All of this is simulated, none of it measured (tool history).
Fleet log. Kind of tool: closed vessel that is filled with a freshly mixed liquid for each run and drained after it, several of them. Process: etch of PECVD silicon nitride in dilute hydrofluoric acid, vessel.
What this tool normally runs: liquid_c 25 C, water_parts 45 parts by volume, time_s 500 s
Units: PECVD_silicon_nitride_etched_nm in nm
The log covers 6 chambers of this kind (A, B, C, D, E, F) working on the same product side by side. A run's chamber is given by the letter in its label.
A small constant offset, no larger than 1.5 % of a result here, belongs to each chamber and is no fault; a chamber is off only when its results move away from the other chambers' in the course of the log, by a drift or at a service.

| run | hour | liquid_c | water_parts | time_s | hours since the thermometer was replaced | hours since the hydrofluoric acid flow meter was replaced | read-back film thickness of the PECVD silicon nitride reference wafer, read on the same gauge (nm) | PECVD_silicon_nitride_etched_nm |
|---|---|---|---|---|---|---|---|---|
| 1E | 7.2 | 25 | 45 | 500 | 142.0 | 855.5 | 49.996 | 29.021 |
| 2A | 14.6 | 25 | 45 | 500 | 591.6 | 134.1 | 49.990 | 29.220 |
|  | 17.5 | chamber D: hydrofluoric acid flow meter replaced |
| 3D | 22.2 | 25 | 45 | 500 | 1347.2 | 4.8 | 49.994 | 28.744 |
| 4F | 26.8 | 25 | 45 | 500 | 186.7 | 633.2 | 49.990 | 29.308 |
| 5C | 31.8 | 25 | 45 | 275 | 1095.2 | 185.6 | 50.012 | 15.892 |
| 6B | 35.5 | 25 | 45 | 275 | 892.6 | 185.6 | 49.970 | 16.076 |
| 7A | 42.5 | 25 | 45 | 275 | 619.5 | 162.0 | 50.005 | 16.173 |
|  | 44.6 | chamber E: hydrofluoric acid flow meter replaced |
| 8F | 49.6 | 25 | 45 | 275 | 209.5 | 656.0 | 49.980 | 16.152 |
| 9E | 56.4 | 25 | 45 | 275 | 191.2 | 11.8 | 50.007 | 16.250 |
| 10C | 61.7 | 25 | 45 | 275 | 1125.1 | 215.5 | 49.988 | 15.974 |
| 11B | 65.2 | 25 | 45 | 500 | 922.3 | 215.3 | 50.010 | 29.061 |
| 12D | 71.5 | 25 | 45 | 500 | 1396.5 | 54.1 | 49.992 | 28.923 |
| 13C | 76.5 | 25 | 60 | 255 | 1139.9 | 230.3 | 50.009 | 10.951 |
| 14B | 84.1 | 25 | 60 | 255 | 941.2 | 234.2 | 50.005 | 11.292 |
| 15F | 91.8 | 25 | 60 | 255 | 251.7 | 698.2 | 50.009 | 11.227 |
| 16A | 97.6 | 25 | 60 | 255 | 674.6 | 217.1 | 50.011 | 11.297 |
| 17D | 103.1 | 25 | 60 | 255 | 1428.1 | 85.7 | 50.010 | 11.245 |
| 18E | 108.6 | 25 | 60 | 255 | 243.4 | 64.0 | 50.002 | 11.238 |
| 19E | 112.5 | 25 | 45 | 500 | 247.3 | 67.9 | 49.995 | 29.163 |
| 20B | 116.6 | 25 | 45 | 500 | 973.7 | 266.7 | 50.000 | 29.538 |
| 21C | 122.1 | 25 | 45 | 500 | 1185.5 | 275.9 | 50.003 | 29.194 |
| 22A | 129.2 | 23 | 45 | 225 | 706.2 | 248.7 | 49.991 | 11.312 |
| 23F | 133.4 | 23 | 45 | 225 | 293.3 | 739.8 | 50.001 | 11.470 |
| 24D | 140.3 | 23 | 45 | 225 | 1465.3 | 122.9 | 49.978 | 11.469 |
| 25E | 145.7 | 23 | 45 | 225 | 280.5 | 101.1 | 49.998 | 11.500 |
| 26A | 152.8 | 23 | 45 | 225 | 729.8 | 272.3 | 50.020 | 11.595 |
| 27C | 158.3 | 23 | 45 | 225 | 1221.7 | 312.1 | 50.011 | 11.513 |
| 28B | 165.3 | 25 | 45 | 500 | 1022.4 | 315.4 | 50.016 | 29.437 |
| 29F | 169.0 | 25 | 45 | 500 | 328.9 | 775.4 | 50.020 | 29.223 |
| 30D | 173.0 | 25 | 45 | 500 | 1498.0 | 155.6 | 50.005 | 28.919 |
| 31C | 176.6 | 25 | 45 | 500 | 1240.0 | 330.4 | 49.978 | 28.632 |
| 32E | 180.8 | 25 | 45 | 500 | 315.6 | 136.2 | 50.001 | 29.205 |
| 33D | 186.8 | 25 | 45 | 500 | 1511.8 | 169.4 | 50.014 | 29.055 |
| 34B | 191.2 | 25 | 45 | 500 | 1048.3 | 341.3 | 50.005 | 29.408 |
| 35A | 198.6 | 25 | 45 | 500 | 775.6 | 318.1 | 49.989 | 29.484 |
| 36F | 205.9 | 25 | 45 | 500 | 365.8 | 812.3 | 49.998 | 29.381 |
| 37E | 213.0 | 25 | 45 | 500 | 347.8 | 168.4 | 50.032 | 28.919 |
| 38F | 217.2 | 25 | 45 | 500 | 377.1 | 823.6 | 50.015 | 29.272 |
| 39B | 221.1 | 25 | 45 | 500 | 1078.2 | 371.2 | 50.026 | 29.773 |
| 40C | 225.0 | 25 | 45 | 500 | 1288.4 | 378.8 | 50.010 | 28.885 |
| 41D | 231.1 | 25 | 45 | 500 | 1556.1 | 213.7 | 50.008 | 29.210 |
| 42A | 236.6 | 25 | 45 | 500 | 813.6 | 356.1 | 49.989 | 29.262 |
| 43B | 241.0 | 25 | 45 | 500 | 1098.1 | 391.1 | 49.973 | 29.298 |
| 44E | 248.6 | 25 | 45 | 500 | 383.4 | 204.0 | 50.015 | 29.008 |

Which is it: a chamber that has drifted or been left off by a service, a gauge drift common to all chambers, or only each chamber's usual small offset? If a chamber is off, name it and its likeliest cause.

Neither any chamber nor the gauge drifts; the chambers differ only by their own small, steady offsets.
